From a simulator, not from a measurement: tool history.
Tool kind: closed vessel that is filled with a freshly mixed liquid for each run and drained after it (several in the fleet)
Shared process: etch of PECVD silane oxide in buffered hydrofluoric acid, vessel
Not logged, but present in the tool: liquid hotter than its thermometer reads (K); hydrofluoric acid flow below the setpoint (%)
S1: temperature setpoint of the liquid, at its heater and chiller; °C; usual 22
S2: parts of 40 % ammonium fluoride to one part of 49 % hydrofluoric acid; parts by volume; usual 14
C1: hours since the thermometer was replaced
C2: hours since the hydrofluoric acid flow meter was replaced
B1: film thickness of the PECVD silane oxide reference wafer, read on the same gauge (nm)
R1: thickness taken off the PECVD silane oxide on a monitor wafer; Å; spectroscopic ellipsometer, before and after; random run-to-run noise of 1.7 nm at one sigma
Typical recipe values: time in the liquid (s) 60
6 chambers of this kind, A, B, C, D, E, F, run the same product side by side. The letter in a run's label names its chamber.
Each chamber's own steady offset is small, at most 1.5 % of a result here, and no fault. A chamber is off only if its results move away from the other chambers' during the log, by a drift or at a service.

Run 1B, hour 10.6: usual settings; C1 1689.2; C2 151.1; B1 140. Result: R1 1822.8 Å.
Run 2F, hour 20.9: usual settings; C1 1181.5; C2 678.9; B1 140.02. Result: R1 1772.8 Å.
Run 3E, hour 27.3: usual settings; C1 290.3; C2 160.5; B1 140. Result: R1 1837.9 Å.
At hour 37: chamber A: hydrofluoric acid flow meter replaced.
Run 4A, hour 40: usual settings; C1 635.3; C2 3.1; B1 140.01. Result: R1 1808.2 Å.
Run 5D, hour 52.1: usual settings; C1 799.6; C2 608.6; B1 140.03. Result: R1 1807.6 Å.
Run 6C, hour 59.7: usual settings; C1 449; C2 183.6; B1 140.01. Result: R1 1838 Å.
Run 7A, hour 66.4: usual settings; C1 661.7; C2 29.5; B1 140.05. Result: R1 1801.3 Å.
Run 8B, hour 75.1: usual settings; C1 1753.7; C2 215.6; B1 139.95. Result: R1 1809.1 Å.
Run 9C, hour 82.7: usual settings; C1 472; C2 206.6; B1 140.01. Result: R1 1844.4 Å.
Run 10F, hour 92: usual settings; C1 1252.6; C2 750; B1 139.99. Result: R1 1802.9 Å.
Run 11E, hour 102.9: usual settings; C1 365.9; C2 236.1; B1 139.99. Result: R1 1833.2 Å.
Run 12D, hour 111: usual settings; C1 858.5; C2 667.5; B1 139.97. Result: R1 1833.9 Å.
Run 13F, hour 124.2: usual settings; C1 1284.8; C2 782.2; B1 140.02. Result: R1 1820.2 Å.
Run 14B, hour 130.4: usual settings; C1 1809; C2 270.9; B1 140.01. Result: R1 1844 Å.
Run 15C, hour 143.2: usual settings; C1 532.5; C2 267.1; B1 139.98. Result: R1 1810.4 Å.
Run 16D, hour 154.6: usual settings; C1 902.1; C2 711.1; B1 140. Result: R1 1821.6 Å.
Run 17A, hour 162.6: usual settings but S1 24.5 °C, time in the liquid (s) 45; C1 757.9; C2 125.7; B1 140.01. Result: R1 1559 Å.
Run 18E, hour 175.8: usual settings but S1 24.5 °C, time in the liquid (s) 45; C1 438.8; C2 309; B1 139.98. Result: R1 1537.6 Å.
Run 19A, hour 184.2: usual settings but S1 24.5 °C, time in the liquid (s) 45; C1 779.5; C2 147.3; B1 140.01. Result: R1 1543.9 Å.
Run 20C, hour 196.8: usual settings but S1 24.5 °C, time in the liquid (s) 45; C1 586.1; C2 320.7; B1 140.01. Result: R1 1571.8 Å.
Run 21B, hour 206.4: usual settings but S1 24.5 °C, time in the liquid (s) 45; C1 1885; C2 346.9; B1 140. Result: R1 1559.2 Å.
Run 22F, hour 216.2: usual settings but S1 24.5 °C, time in the liquid (s) 45; C1 1376.8; C2 874.2; B1 140. Result: R1 1560.1 Å.
At hour 220: chamber C: thermometer replaced.
Run 23E, hour 227.2: usual settings but time in the liquid (s) 85; C1 490.2; C2 360.4; B1 140. Result: R1 2542 Å.
At hour 228.7: chamber E: thermometer replaced.
Run 24D, hour 239.3: usual settings but time in the liquid (s) 85; C1 986.8; C2 795.8; B1 140.03. Result: R1 2558.4 Å.
Run 25C, hour 251.2: usual settings but time in the liquid (s) 85; C1 31.3; C2 375.1; B1 140.02. Result: R1 2620.6 Å.
Run 26B, hour 264.1: usual settings but time in the liquid (s) 85; C1 1942.7; C2 404.6; B1 140.01. Result: R1 2556 Å.
Run 27D, hour 271.4: usual settings but time in the liquid (s) 85; C1 1018.9; C2 827.9; B1 140.02. Result: R1 2600.9 Å.
Run 28F, hour 281: usual settings but time in the liquid (s) 85; C1 1441.6; C2 939; B1 140. Result: R1 2582.5 Å.
Run 29A, hour 288.8: usual settings; C1 884.1; C2 251.9; B1 140.01. Result: R1 1796.4 Å.
Run 30E, hour 301: usual settings; C1 72.3; C2 434.2; B1 140.01. Result: R1 1696.3 Å.
Run 31D, hour 311.6: usual settings; C1 1059.1; C2 868.1; B1 140.01. Result: R1 1811.4 Å.
Run 32C, hour 323: usual settings; C1 103.1; C2 446.9; B1 140.03. Result: R1 1810.2 Å.
Run 33A, hour 330.9: usual settings; C1 926.2; C2 294; B1 139.99. Result: R1 1808 Å.
Run 34E, hour 339.3: usual settings; C1 110.6; C2 472.5; B1 139.96. Result: R1 1687.9 Å.
Run 35B, hour 347.4: usual settings; C1 2026; C2 487.9; B1 140. Result: R1 1833.6 Å.
Run 36F, hour 357.8: usual settings but S2 17 parts by volume; C1 1518.4; C2 1015.8; B1 140.02. Result: R1 1506.3 Å.
Run 37A, hour 370.1: usual settings but S2 17 parts by volume; C1 965.4; C2 333.2; B1 139.98. Result: R1 1494.1 Å.
Run 38C, hour 377: usual settings but S2 17 parts by volume; C1 157.1; C2 500.9; B1 140.03. Result: R1 1495.2 Å.
Run 39F, hour 386.1: usual settings but S2 17 parts by volume; C1 1546.7; C2 1044.1; B1 140. Result: R1 1479.9 Å.

Does one chamber stand apart from the rest, does the shared gauge drift, or is all well apart from small per-chamber offsets? Give the chamber and the most likely cause, where there is one.

It is chamber E that slowly wanders off from its peers.
Likeliest cause: hydrofluoric acid flow below the setpoint (%) = 10.3.

Here are 4 candidates for chamber E's next run, each the usual settings with a change, their results left as question marks. Which one brings its results back in line with what the others give on the usual settings?
To be in line, a result may differ from the other chambers' mean on the usual settings by at most: R1 60 Å
Run 40E-1, hour 395.6: usual settings but S1 20 °C. Result: R1 ?.
Run 40E-2, hour 395.6: usual settings but S1 24 °C. Result: R1 ?.
Run 40E-3, hour 395.6: usual settings but S1 21 °C, S2 15.5 parts by volume. Result: R1 ?.
Run 40E-4, hour 395.6: usual settings but S2 13 parts by volume, time in the liquid (s) 65. Result: R1 ?.

The other chambers' mean on the usual settings: R1 1816.7 Å
  run      R1
40E-1  1474.1
40E-2  1836.3
40E-3  1409.9
40E-4  1917.4
40E-2 puts the chamber back in line with the other chambers.
